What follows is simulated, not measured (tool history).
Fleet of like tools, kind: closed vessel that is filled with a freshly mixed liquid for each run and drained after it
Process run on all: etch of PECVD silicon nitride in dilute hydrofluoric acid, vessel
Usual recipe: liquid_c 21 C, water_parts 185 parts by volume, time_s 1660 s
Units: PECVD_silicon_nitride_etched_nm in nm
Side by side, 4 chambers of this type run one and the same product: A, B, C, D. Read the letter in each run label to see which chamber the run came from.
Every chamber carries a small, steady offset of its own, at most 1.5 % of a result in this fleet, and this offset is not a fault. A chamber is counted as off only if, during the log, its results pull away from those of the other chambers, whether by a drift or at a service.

run,hour,liquid_c,water_parts,time_s,"read-back film thickness of the PECVD silicon nitride reference wafer, read on the same gauge (nm)",PECVD_silicon_nitride_etched_nm
1C,9,21,185,1660,79.996,20.136
2B,16.2,21,185,1660,79.998,21.111
3A,23.8,21,185,1660,80.003,20.788
4D,32.8,21,185,1660,80.012,20.769
# hour 36.2: chamber C: hydrofluoric acid flow meter replaced
5A,38.8,21,185,1660,79.992,20.302
6C,45.7,21,185,1660,80.012,20.141
7B,50.5,21,185,1660,80.002,20.626
8D,55.2,21,185,1660,80.003,20.495
9A,60.3,21,185,1660,80.001,20.56
10D,65,21,185,1660,79.996,20.393
11C,70.1,21,185,1660,79.985,20.564
12B,75.7,21,185,1150,80.03,14.318
13A,83.2,21,185,1150,80.007,14.398
14B,91.6,21,185,1150,79.996,14.42
15C,97.3,21,185,1150,80.005,14.125
16D,104.7,21,185,1660,80.013,20.716
17A,111.3,21,185,1660,80.004,20.72
18D,115.6,21,185,1660,79.981,20.641
19B,124.1,21,185,1660,79.989,20.847
20C,131.7,21,185,1660,80.004,20.449
21D,138.6,21,185,1055,80.016,13.129
22A,147.7,21,185,1055,80.001,12.994
23B,156.2,21,185,1055,80.014,13.26
24C,164.4,21,185,1055,80.036,13.044
25B,169.3,21,185,1660,79.966,20.511

Decide between three cases: one chamber stands off from its peers, the gauge reading all wafers drifts, or nothing is wrong past each chamber's small offset. Where a chamber is off, say which and what most likely put it there.

Nothing is wrong: each chamber keeps only its own small, steady offset and the gauge holds still.

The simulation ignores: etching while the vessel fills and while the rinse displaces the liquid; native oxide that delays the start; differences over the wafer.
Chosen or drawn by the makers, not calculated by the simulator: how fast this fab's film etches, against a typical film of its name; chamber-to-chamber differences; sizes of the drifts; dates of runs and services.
